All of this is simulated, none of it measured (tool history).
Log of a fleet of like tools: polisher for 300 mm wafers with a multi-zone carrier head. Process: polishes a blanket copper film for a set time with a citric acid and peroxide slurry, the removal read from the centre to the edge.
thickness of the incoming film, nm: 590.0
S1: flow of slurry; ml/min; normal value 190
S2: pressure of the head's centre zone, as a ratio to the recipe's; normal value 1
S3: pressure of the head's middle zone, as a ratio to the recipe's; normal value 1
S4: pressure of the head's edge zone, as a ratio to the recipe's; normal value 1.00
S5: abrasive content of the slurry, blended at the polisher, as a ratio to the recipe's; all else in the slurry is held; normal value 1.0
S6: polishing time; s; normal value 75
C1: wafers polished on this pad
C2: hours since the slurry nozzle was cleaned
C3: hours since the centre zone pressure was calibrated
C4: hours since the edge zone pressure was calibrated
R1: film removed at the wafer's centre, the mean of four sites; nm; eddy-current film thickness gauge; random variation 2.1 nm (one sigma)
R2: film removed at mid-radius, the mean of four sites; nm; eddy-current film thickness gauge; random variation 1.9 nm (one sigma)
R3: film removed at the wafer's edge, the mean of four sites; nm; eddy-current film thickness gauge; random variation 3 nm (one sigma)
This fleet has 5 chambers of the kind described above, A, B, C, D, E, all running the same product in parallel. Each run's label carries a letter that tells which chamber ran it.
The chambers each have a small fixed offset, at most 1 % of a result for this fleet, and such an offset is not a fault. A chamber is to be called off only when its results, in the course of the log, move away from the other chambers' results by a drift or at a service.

{"run": "1B", "hour": 9.1, "S1": 190, "S2": 1, "S3": 1, "S4": 1.0, "S5": 1.0, "S6": 75, "C1": 327, "C2": 24.3, "C3": 852.8, "C4": 124.1, "R1": 236.62, "R2": 233.96, "R3": 238.23}
{"hour": 15.5, "done": "chamber C: centre zone pressure recalibrated"}
{"run": "2D", "hour": 20.3, "S1": 190, "S2": 1, "S3": 1, "S4": 1.0, "S5": 1.0, "S6": 75, "C1": 870, "C2": 780.0, "C3": 265.2, "C4": 192.1, "R1": 237.37, "R2": 235.64, "R3": 233.86}
{"run": "3E", "hour": 26.7, "S1": 190, "S2": 1, "S3": 1, "S4": 1.0, "S5": 1.0, "S6": 75, "C1": 304, "C2": 237.9, "C3": 712.9, "C4": 334.3, "R1": 237.83, "R2": 235.06, "R3": 236.31}
{"hour": 28.2, "done": "chamber D: worn pad replaced by a new one"}
{"hour": 31.4, "done": "chamber C: worn pad replaced by a new one"}
{"hour": 31.6, "done": "chamber A: worn pad replaced by a new one"}
{"run": "4C", "hour": 35.1, "S1": 190, "S2": 1, "S3": 1, "S4": 1.0, "S5": 1.0, "S6": 75, "C1": 28, "C2": 213.1, "C3": 19.7, "C4": 275.2, "R1": 229.12, "R2": 237.29, "R3": 239.32}
{"run": "5A", "hour": 44.7, "S1": 190, "S2": 1, "S3": 1, "S4": 1.0, "S5": 1.0, "S6": 75, "C1": 99, "C2": 333.8, "C3": 124.8, "C4": 55.3, "R1": 236.45, "R2": 233.62, "R3": 233.92}
{"hour": 50.1, "done": "chamber B: worn pad replaced by a new one"}
{"run": "6A", "hour": 55.7, "S1": 190, "S2": 1, "S3": 1, "S4": 1.0, "S5": 1.0, "S6": 75, "C1": 183, "C2": 344.8, "C3": 135.8, "C4": 66.3, "R1": 236.19, "R2": 234.99, "R3": 236.23}
{"hour": 56.5, "done": "chamber C: slurry nozzle cleaned"}
{"run": "7C", "hour": 60.9, "S1": 190, "S2": 1, "S3": 1, "S4": 1.0, "S5": 1.0, "S6": 75, "C1": 225, "C2": 4.5, "C3": 45.5, "C4": 301.0, "R1": 234.63, "R2": 236.27, "R3": 233.14}
{"run": "8D", "hour": 66.4, "S1": 190, "S2": 1, "S3": 1, "S4": 1.0, "S5": 1.0, "S6": 75, "C1": 291, "C2": 826.1, "C3": 311.3, "C4": 238.2, "R1": 235.75, "R2": 235.73, "R3": 242.62}
{"run": "9B", "hour": 72.2, "S1": 190, "S2": 1, "S3": 1, "S4": 1.0, "S5": 1.0, "S6": 75, "C1": 168, "C2": 87.4, "C3": 915.9, "C4": 187.2, "R1": 234.5, "R2": 238.67, "R3": 241.35}
{"run": "10E", "hour": 80.6, "S1": 190, "S2": 1, "S3": 1, "S4": 1.0, "S5": 1.0, "S6": 75, "C1": 715, "C2": 291.8, "C3": 766.8, "C4": 388.2, "R1": 236.12, "R2": 231.12, "R3": 241.07}
{"hour": 86.2, "done": "chamber D: slurry nozzle cleaned"}
{"run": "11C", "hour": 87.1, "S1": 190, "S2": 1, "S3": 1, "S4": 1.0, "S5": 1.1, "S6": 75, "C1": 425, "C2": 30.7, "C3": 71.7, "C4": 327.2, "R1": 238.07, "R2": 237.41, "R3": 241.78}
{"run": "12A", "hour": 92.5, "S1": 190, "S2": 1, "S3": 1, "S4": 1.0, "S5": 1.1, "S6": 75, "C1": 464, "C2": 381.6, "C3": 172.6, "C4": 103.1, "R1": 236.75, "R2": 237.39, "R3": 238.81}
{"run": "13E", "hour": 100.4, "S1": 190, "S2": 1, "S3": 1, "S4": 1.0, "S5": 1.1, "S6": 75, "C1": 866, "C2": 311.6, "C3": 786.6, "C4": 408.0, "R1": 241.4, "R2": 239.56, "R3": 244.93}
{"hour": 110.7, "done": "chamber D: centre zone pressure recalibrated"}
{"hour": 110.7, "done": "chamber E: worn pad replaced by a new one"}
{"run": "14B", "hour": 112.0, "S1": 190, "S2": 1, "S3": 1, "S4": 1.0, "S5": 1.1, "S6": 75, "C1": 472, "C2": 127.2, "C3": 955.7, "C4": 227.0, "R1": 240.38, "R2": 237.8, "R3": 245.49}
{"run": "15D", "hour": 123.6, "S1": 190, "S2": 1, "S3": 1, "S4": 1.0, "S5": 1.1, "S6": 75, "C1": 728, "C2": 37.5, "C3": 12.9, "C4": 295.4, "R1": 238.86, "R2": 237.15, "R3": 239.28}
{"hour": 130.2, "done": "chamber C: worn pad replaced by a new one"}
{"run": "16A", "hour": 130.6, "S1": 190, "S2": 1, "S3": 1, "S4": 1.0, "S5": 1.0, "S6": 75, "C1": 754, "C2": 419.7, "C3": 210.7, "C4": 141.2, "R1": 235.16, "R2": 234.43, "R3": 234.76}
{"hour": 133.7, "done": "chamber B: worn pad replaced by a new one"}
{"run": "17D", "hour": 136.4, "S1": 190, "S2": 1, "S3": 1, "S4": 0.93, "S5": 1.0, "S6": 75, "C1": 825, "C2": 50.3, "C3": 25.7, "C4": 308.2, "R1": 236.28, "R2": 235.86, "R3": 227.64}
{"hour": 140.2, "done": "chamber D: worn pad replaced by a new one"}
{"run": "18B", "hour": 143.3, "S1": 190, "S2": 1, "S3": 1, "S4": 0.93, "S5": 1.0, "S6": 75, "C1": 73, "C2": 158.5, "C3": 987.0, "C4": 258.3, "R1": 237.24, "R2": 235.56, "R3": 226.05}
{"run": "19C", "hour": 152.4, "S1": 190, "S2": 1, "S3": 1, "S4": 0.93, "S5": 1.0, "S6": 75, "C1": 169, "C2": 96.0, "C3": 137.0, "C4": 392.5, "R1": 233.24, "R2": 234.17, "R3": 221.16}
{"run": "20E", "hour": 161.8, "S1": 190, "S2": 1, "S3": 1, "S4": 0.93, "S5": 1.0, "S6": 75, "C1": 390, "C2": 373.0, "C3": 848.0, "C4": 469.4, "R1": 233.71, "R2": 229.71, "R3": 224.68}
{"run": "21C", "hour": 171.2, "S1": 190, "S2": 1, "S3": 1, "S4": 0.93, "S5": 1.0, "S6": 75, "C1": 312, "C2": 114.8, "C3": 155.8, "C4": 411.3, "R1": 233.9, "R2": 234.88, "R3": 221.61}
{"run": "22D", "hour": 177.5, "S1": 190, "S2": 1, "S3": 1, "S4": 1.0, "S5": 1.0, "S6": 75, "C1": 284, "C2": 91.4, "C3": 66.8, "C4": 349.3, "R1": 234.92, "R2": 234.75, "R3": 240.33}
{"hour": 177.7, "done": "chamber A: worn pad replaced by a new one"}
{"hour": 182.2, "done": "chamber E: slurry nozzle cleaned"}
{"run": "23A", "hour": 182.8, "S1": 190, "S2": 1, "S3": 1, "S4": 1.0, "S5": 1.0, "S6": 75, "C1": 39, "C2": 471.9, "C3": 262.9, "C4": 193.4, "R1": 232.6, "R2": 235.15, "R3": 245.28}
{"run": "24B", "hour": 191.1, "S1": 190, "S2": 1, "S3": 1, "S4": 1.0, "S5": 1.0, "S6": 75, "C1": 438, "C2": 206.3, "C3": 1034.8, "C4": 306.1, "R1": 241.1, "R2": 234.82, "R3": 234.26}
{"run": "25E", "hour": 200.2, "S1": 190, "S2": 1, "S3": 1, "S4": 1.0, "S5": 1.0, "S6": 75, "C1": 682, "C2": 18.1, "C3": 886.4, "C4": 507.8, "R1": 235.52, "R2": 235.92, "R3": 230.41}
{"run": "26A", "hour": 206.9, "S1": 190, "S2": 1, "S3": 1, "S4": 1.0, "S5": 1.0, "S6": 75, "C1": 223, "C2": 496.0, "C3": 287.0, "C4": 217.5, "R1": 235.35, "R2": 235.04, "R3": 239.05}
{"run": "27E", "hour": 217.9, "S1": 190, "S2": 1, "S3": 1, "S4": 1.0, "S5": 1.0, "S6": 75, "C1": 817, "C2": 35.8, "C3": 904.1, "C4": 525.5, "R1": 235.64, "R2": 237.62, "R3": 235.49}
{"run": "28C", "hour": 223.3, "S1": 190, "S2": 1, "S3": 1, "S4": 1.0, "S5": 1.0, "S6": 75, "C1": 710, "C2": 166.9, "C3": 207.9, "C4": 463.4, "R1": 235.6, "R2": 237.39, "R3": 233.24}
{"hour": 224.1, "done": "chamber E: worn pad replaced by a new one"}
{"hour": 229.0, "done": "chamber B: worn pad replaced by a new one"}
{"run": "29B", "hour": 233.2, "S1": 190, "S2": 1, "S3": 1, "S4": 1.0, "S5": 1.0, "S6": 75, "C1": 32, "C2": 248.4, "C3": 1076.9, "C4": 348.2, "R1": 232.81, "R2": 234.36, "R3": 237.15}
{"hour": 242.9, "done": "chamber C: worn pad replaced by a new one"}
{"run": "30D", "hour": 244.6, "S1": 190, "S2": 1, "S3": 1, "S4": 1.0, "S5": 1.0, "S6": 75, "C1": 796, "C2": 158.5, "C3": 133.9, "C4": 416.4, "R1": 235.75, "R2": 236.66, "R3": 233.55}
{"hour": 245.6, "done": "chamber D: worn pad replaced by a new one"}
{"hour": 248.4, "done": "chamber C: slurry nozzle cleaned"}
{"run": "31D", "hour": 254.9, "S1": 190, "S2": 1, "S3": 1, "S4": 1.0, "S5": 1.0, "S6": 75, "C1": 70, "C2": 168.8, "C3": 144.2, "C4": 426.7, "R1": 235.67, "R2": 237.13, "R3": 235.9}
{"hour": 257.1, "done": "chamber B: centre zone pressure recalibrated"}
{"run": "32E", "hour": 265.5, "S1": 190, "S2": 1, "S3": 1, "S4": 1.0, "S5": 1.3, "S6": 67, "C1": 316, "C2": 83.4, "C3": 951.7, "C4": 573.1, "R1": 225.88, "R2": 223.93, "R3": 227.86}
{"run": "33C", "hour": 271.9, "S1": 190, "S2": 1, "S3": 1, "S4": 1.0, "S5": 1.3, "S6": 67, "C1": 221, "C2": 23.6, "C3": 256.5, "C4": 512.0, "R1": 224.12, "R2": 224.72, "R3": 221.47}
{"run": "34A", "hour": 280.5, "S1": 190, "S2": 1, "S3": 1, "S4": 1.0, "S5": 1.3, "S6": 67, "C1": 784, "C2": 569.6, "C3": 360.6, "C4": 291.1, "R1": 221.47, "R2": 221.08, "R3": 220.76}
{"run": "35B", "hour": 286.1, "S1": 190, "S2": 1, "S3": 1, "S4": 1.0, "S5": 1.3, "S6": 67, "C1": 435, "C2": 301.3, "C3": 29.1, "C4": 401.1, "R1": 223.05, "R2": 222.35, "R3": 227.26}
{"run": "36E", "hour": 297.9, "S1": 190, "S2": 1, "S3": 1, "S4": 1.0, "S5": 1.3, "S6": 67, "C1": 563, "C2": 115.8, "C3": 984.1, "C4": 605.5, "R1": 221.33, "R2": 220.27, "R3": 220.39}

Read the log: is a single chamber off, either drifting away or since a service, is the gauge that measures every chamber drifting, or is nothing wrong beyond small per-chamber offsets? Name any odd chamber and what most likely caused it.

Neither any chamber nor the gauge drifts; the chambers differ only by their own small, steady offsets.
